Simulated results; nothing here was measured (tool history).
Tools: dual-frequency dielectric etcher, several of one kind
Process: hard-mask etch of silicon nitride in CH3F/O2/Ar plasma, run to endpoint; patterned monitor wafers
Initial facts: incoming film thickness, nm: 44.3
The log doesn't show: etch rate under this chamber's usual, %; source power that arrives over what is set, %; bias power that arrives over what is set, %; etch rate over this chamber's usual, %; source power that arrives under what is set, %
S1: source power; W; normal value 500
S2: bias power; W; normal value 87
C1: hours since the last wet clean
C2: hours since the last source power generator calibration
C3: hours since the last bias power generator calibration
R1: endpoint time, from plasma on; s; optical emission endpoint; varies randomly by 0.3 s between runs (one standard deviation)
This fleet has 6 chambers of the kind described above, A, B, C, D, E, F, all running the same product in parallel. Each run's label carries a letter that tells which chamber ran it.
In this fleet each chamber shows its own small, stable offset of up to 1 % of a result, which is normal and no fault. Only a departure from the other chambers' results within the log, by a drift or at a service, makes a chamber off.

| run | hour | S1 | S2 | C1 | C2 | C3 | R1 |
|---|---|---|---|---|---|---|---|
| 1C | 6.8 | 500 | 87 | 205.7 | 2179.8 | 3516.9 | 54.978 |
| 2B | 12.6 | 500 | 87 | 483.2 | 1591.1 | 3555.5 | 54.716 |
| 3F | 17.6 | 500 | 87 | 285.8 | 2998.6 | 4254.9 | 55.442 |
| 4A | 22.4 | 500 | 87 | 443.3 | 357.4 | 2770.3 | 55.926 |
| 5E | 27.6 | 500 | 87 | 48.9 | 2310.6 | 3421.5 | 55.439 |
| 6D | 32.9 | 500 | 77 | 513.9 | 325.4 | 2377.8 | 57.150 |
| 7B | 37.7 | 500 | 77 | 508.3 | 1616.2 | 3580.6 | 57.617 |
| 8D | 43.3 | 500 | 77 | 524.3 | 335.8 | 2388.2 | 57.714 |
| 9E | 48.0 | 500 | 77 | 69.3 | 2331.0 | 3441.9 | 57.858 |
| 10A | 55.0 | 500 | 77 | 475.9 | 390.0 | 2802.9 | 58.396 |
|  | 57.9 | chamber D: wet clean of the chamber |
| 11C | 59.4 | 500 | 77 | 258.3 | 2232.4 | 3569.5 | 57.909 |
| 12F | 65.8 | 580 | 104 | 334.0 | 3046.8 | 4303.1 | 48.984 |
| 13D | 69.8 | 580 | 104 | 12.0 | 362.3 | 2414.7 | 49.169 |
| 14A | 76.1 | 580 | 104 | 497.0 | 411.1 | 2824.0 | 49.524 |
|  | 78.4 | chamber F: wet clean of the chamber |
|  | 78.8 | chamber B: wet clean of the chamber |
| 15E | 82.8 | 580 | 104 | 104.1 | 2365.8 | 3476.7 | 48.642 |
|  | 83.3 | chamber B: bias power generator calibrated |
| 16F | 87.2 | 580 | 104 | 8.9 | 3068.2 | 4324.5 | 46.587 |
| 17C | 92.9 | 580 | 104 | 291.8 | 2265.9 | 3603.0 | 48.561 |
| 18B | 97.9 | 500 | 87 | 19.2 | 1676.4 | 14.7 | 55.126 |
| 19F | 101.4 | 500 | 87 | 23.1 | 3082.4 | 4338.7 | 52.227 |
| 20E | 107.1 | 500 | 87 | 128.4 | 2390.1 | 3501.0 | 55.661 |
| 21A | 110.6 | 500 | 87 | 531.5 | 445.6 | 2858.5 | 55.508 |
| 22D | 114.3 | 500 | 87 | 56.5 | 406.8 | 2459.2 | 54.942 |
| 23C | 120.5 | 500 | 87 | 319.4 | 2293.5 | 3630.6 | 54.963 |
|  | 122.7 | chamber A: wet clean of the chamber |
| 24B | 126.7 | 500 | 87 | 48.0 | 1705.2 | 43.5 | 54.578 |
| 25F | 130.4 | 500 | 87 | 52.1 | 3111.4 | 4367.7 | 52.221 |
| 26C | 135.0 | 500 | 87 | 333.9 | 2308.0 | 3645.1 | 54.674 |
| 27B | 138.8 | 500 | 87 | 60.1 | 1717.3 | 55.6 | 55.075 |
| 28A | 146.0 | 500 | 87 | 23.4 | 481.0 | 2893.9 | 55.357 |
| 29E | 152.0 | 500 | 87 | 173.3 | 2435.0 | 3545.9 | 55.752 |
| 30D | 156.0 | 500 | 67 | 98.2 | 448.5 | 2500.9 | 60.598 |
|  | 159.1 | chamber C: wet clean of the chamber |
| 31E | 159.5 | 500 | 67 | 180.8 | 2442.5 | 3553.4 | 61.385 |
| 32F | 164.9 | 500 | 67 | 86.6 | 3145.9 | 4402.2 | 57.445 |
| 33A | 168.7 | 500 | 67 | 46.1 | 503.7 | 2916.6 | 61.326 |
| 34C | 173.8 | 500 | 67 | 14.7 | 2346.8 | 3683.9 | 60.619 |
| 35D | 179.0 | 500 | 67 | 121.2 | 471.5 | 2523.9 | 60.318 |
| 36B | 184.1 | 500 | 87 | 105.4 | 1762.6 | 100.9 | 54.556 |
| 37F | 189.0 | 500 | 87 | 110.7 | 3170.0 | 4426.3 | 52.219 |
| 38A | 194.2 | 610 | 71 | 71.6 | 529.2 | 2942.1 | 55.401 |
| 39D | 200.4 | 610 | 71 | 142.6 | 492.9 | 2545.3 | 54.832 |
| 40E | 207.7 | 610 | 71 | 229.0 | 2490.7 | 3601.6 | 55.252 |
| 41C | 213.4 | 610 | 71 | 54.3 | 2386.4 | 3723.5 | 54.701 |

What goes on in this fleet: one chamber off, a drifting gauge, or nothing beyond the chambers' own small offsets? Name the chamber and the cause, if any.

After it was serviced, chamber F no longer matches the other chambers.
Most likely cause: etch rate over this chamber's usual, % = 5.3.

Chamber F could run next with any of the 4 candidate recipes listed below; each alters the usual settings, and their results appear as question marks. Which one brings its results back in line with what the other chambers deliver on the usual settings?
In line means no further than this from the other chambers' mean on the usual settings: R1 1.000 s
| 42F-1 | 218.7 | 560 | 98 |  |  |  | ? |
| 42F-2 | 218.7 | 440 | 76 |  |  |  | ? |
| 42F-3 | 218.7 | 500 | 74 |  |  |  | ? |
| 42F-4 | 218.7 | 570 | 87 |  |  |  | ? |

Other chambers, usual settings, mean: R1 55.274 s
| run | R1 |
|---|---|
| 42F-1 | 48.066 |
| 42F-2 | 57.554 |
| 42F-3 | 55.377 |
| 42F-4 | 49.828 |
42F-3 brings the chamber back in line.
